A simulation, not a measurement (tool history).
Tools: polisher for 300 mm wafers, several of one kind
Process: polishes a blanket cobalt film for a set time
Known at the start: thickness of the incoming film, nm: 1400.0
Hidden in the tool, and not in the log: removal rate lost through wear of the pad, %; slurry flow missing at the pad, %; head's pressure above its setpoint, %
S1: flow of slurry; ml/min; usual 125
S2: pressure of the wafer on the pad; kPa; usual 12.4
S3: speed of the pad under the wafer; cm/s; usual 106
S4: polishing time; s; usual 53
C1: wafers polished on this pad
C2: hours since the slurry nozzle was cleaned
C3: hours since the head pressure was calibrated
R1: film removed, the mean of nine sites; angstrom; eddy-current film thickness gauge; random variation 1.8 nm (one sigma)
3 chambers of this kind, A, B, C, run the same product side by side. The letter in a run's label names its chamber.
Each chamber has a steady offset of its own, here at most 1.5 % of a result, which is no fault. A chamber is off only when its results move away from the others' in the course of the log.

run,hour,S1,S2,S3,S4,C1,C2,C3,R1
1C,6.7,125,12.4,106,53,808,125.5,123.2,2108.1
2A,13.9,125,12.4,106,53,207,515.4,127.7,2114.5
3B,22.5,125,12.4,106,53,218,84.1,126,2141.9
4C,31.9,125,12.4,106,53,1031,150.7,148.4,2090.2
5B,37.3,125,12.4,106,53,349,98.9,140.8,2159
6A,45.2,125,12.4,106,61,484,546.7,159,2390.4
7A,50.6,125,12.4,106,61,532,552.1,164.4,2394.8
8B,60.8,125,12.4,106,61,557,122.4,164.3,2444.7
9C,66,125,12.4,106,53,1332,184.8,182.5,2080.3
10C,75,125,12.4,106,53,1412,193.8,191.5,2063.4
11A,83.5,125,12.4,106,53,823,585,197.3,2078.7
12B,90.8,125,14.5,90,53,822,152.4,194.3,2117.7
13B,97.9,125,14.5,90,53,885,159.5,201.4,2120.3
# hour 102.8: chamber A: slurry nozzle cleaned
14A,106.6,125,14.5,90,53,1027,3.8,220.4,2114.2
# hour 111.6: chamber A: worn pad replaced by a new one
15C,114,125,12.4,106,53,1757,232.8,230.5,2002.2
# hour 117.1: chamber B: worn pad replaced by a new one
16A,123,125,12.4,106,53,101,20.2,236.8,2064.9
17C,127.8,150,12.4,106,60,1879,246.6,244.3,2332.3
18B,136.2,150,12.4,106,60,169,197.8,239.7,2494.9
19B,146.3,150,12.4,106,60,259,207.9,249.8,2502.5
20A,153.8,125,12.4,106,53,373,51,267.6,2099.4
21C,162.2,125,12.4,106,53,2183,281,278.7,1952.5
22B,168.6,125,12.4,106,53,456,230.2,272.1,2135.9
23A,174.1,125,12.4,106,53,553,71.3,287.9,2079.4
24C,181,125,12.4,106,53,2350,299.8,297.5,1965.4
25A,185.6,125,12.4,106,65,655,82.8,299.4,2547.2
26B,190.1,125,12.4,106,65,646,251.7,293.6,2586.5
27C,198.6,125,12.4,106,65,2505,317.4,315.1,2358.3
28C,205.2,125,12.4,106,53,2564,324,321.7,1891

Next, every chamber runs the same settings. What will each give?
29A,212.6,125,12.4,106,53,,,,?
29B,212.6,125,12.4,106,53,,,,?
29C,212.6,125,12.4,106,53,,,,?

run,R1
29A,2077.9
29B,2138.8
29C,1918.8
